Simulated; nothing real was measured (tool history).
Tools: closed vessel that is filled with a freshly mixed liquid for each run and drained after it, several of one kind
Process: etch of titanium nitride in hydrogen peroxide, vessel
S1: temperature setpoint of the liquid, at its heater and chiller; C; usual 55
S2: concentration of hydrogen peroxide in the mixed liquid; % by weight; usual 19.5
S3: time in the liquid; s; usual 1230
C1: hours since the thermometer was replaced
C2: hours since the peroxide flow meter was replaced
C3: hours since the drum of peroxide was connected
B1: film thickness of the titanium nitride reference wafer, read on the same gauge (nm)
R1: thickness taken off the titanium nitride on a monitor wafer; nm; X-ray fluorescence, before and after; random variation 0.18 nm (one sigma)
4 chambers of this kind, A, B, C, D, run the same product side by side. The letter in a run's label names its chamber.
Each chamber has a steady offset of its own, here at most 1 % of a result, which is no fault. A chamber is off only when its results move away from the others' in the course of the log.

run,hour,S1,S2,S3,C1,C2,C3,B1,R1
1C,5.2,55,19.5,1230,568.1,2196.9,538.8,50.019,52.24
2A,11.3,55,19.5,1230,1246.4,213.2,421.4,50.004,52.038
3D,16.3,55,19.5,1230,1509.1,375.5,309.2,49.966,52.678
4B,21,55,19.5,1230,770.2,374.8,568.5,49.948,51.774
5D,25.7,55,19.5,1230,1518.5,384.9,318.6,50.024,52.663
6C,32,55,19.5,1230,594.9,2223.7,565.6,50.015,52.244
7B,38,55,19.5,1230,787.2,391.8,585.5,50.002,51.729
8A,42.3,55,19.5,1230,1277.4,244.2,452.4,50.037,52.078
9B,46.2,55,19.5,1230,795.4,400,593.7,50.022,52.108
10C,52.5,63.5,19.5,1230,615.4,2244.2,586.1,50.005,92.682
# hour 52.6: chamber D: new drum of peroxide connected
11A,59.8,63.5,19.5,1230,1294.9,261.7,469.9,49.982,93.62
12D,65.5,63.5,19.5,1230,1558.3,424.7,12.9,50.017,93.19
13A,72,63.5,19.5,1230,1307.1,273.9,482.1,50.009,92.671
14B,77,55,19.5,1230,826.2,430.8,624.5,49.984,52.12
15C,84.3,55,19.5,1230,647.2,2276,617.9,50.026,52.301
16D,88.1,55,19.5,1230,1580.9,447.3,35.5,50.015,52.493
# hour 89.4: chamber C: peroxide flow meter replaced
17B,93.9,55,19.5,1230,843.1,447.7,641.4,49.996,52.144
18A,98.4,55,19.5,1230,1333.5,300.3,508.5,50.009,51.947
19C,103.9,55,17.5,1635,666.8,14.5,637.5,49.994,67.886
20D,107.7,55,17.5,1635,1600.5,466.9,55.1,49.989,67.9
21B,112.9,55,17.5,1635,862.1,466.7,660.4,49.982,67.417
22D,119.5,55,17.5,1635,1612.3,478.7,66.9,50.003,68.551
23A,124.1,55,19.5,1230,1359.2,326,534.2,49.997,51.917
24C,129.8,55,19.5,1230,692.7,40.4,663.4,49.975,51.878
25A,133.7,55,19.5,1230,1368.8,335.6,543.8,50.036,52.15
26D,141,55,19.5,1230,1633.8,500.2,88.4,50.028,52.474
27B,144.9,55,19.5,1230,894.1,498.7,692.4,50.018,51.68
28C,149,50,19.5,1230,711.9,59.6,682.6,50.007,36.801
29B,154.3,50,19.5,1230,903.5,508.1,701.8,50.023,36.153
30D,160.3,50,19.5,1230,1653.1,519.5,107.7,49.986,37.24
31C,164.6,50,19.5,1230,727.5,75.2,698.2,49.962,36.987
32A,171.4,55,19.5,1230,1406.5,373.3,581.5,50.044,52.312
33C,175.6,55,19.5,1230,738.5,86.2,709.2,49.993,52.185
34D,181.8,55,19.5,1230,1674.6,541,129.2,50.008,52.956
35B,185.8,55,19.5,1230,935,539.6,733.3,49.973,52.137
36A,191.6,55,19.5,1230,1426.7,393.5,601.7,49.966,52.091
37A,196.3,55,19.5,1230,1431.4,398.2,606.4,49.967,51.941
38B,202.6,50,19.5,985,951.8,556.4,750.1,49.993,28.906
39D,208.2,50,19.5,985,1701,567.4,155.6,49.995,29.834
40C,212.9,50,19.5,985,775.8,123.5,746.5,50.013,29.599

Is one chamber off against the others, does the gauge drift, or is nothing wrong? If a chamber is off, say which, and what the likeliest cause is.

No chamber stands off beyond its own small offset, and the gauge holds steady.
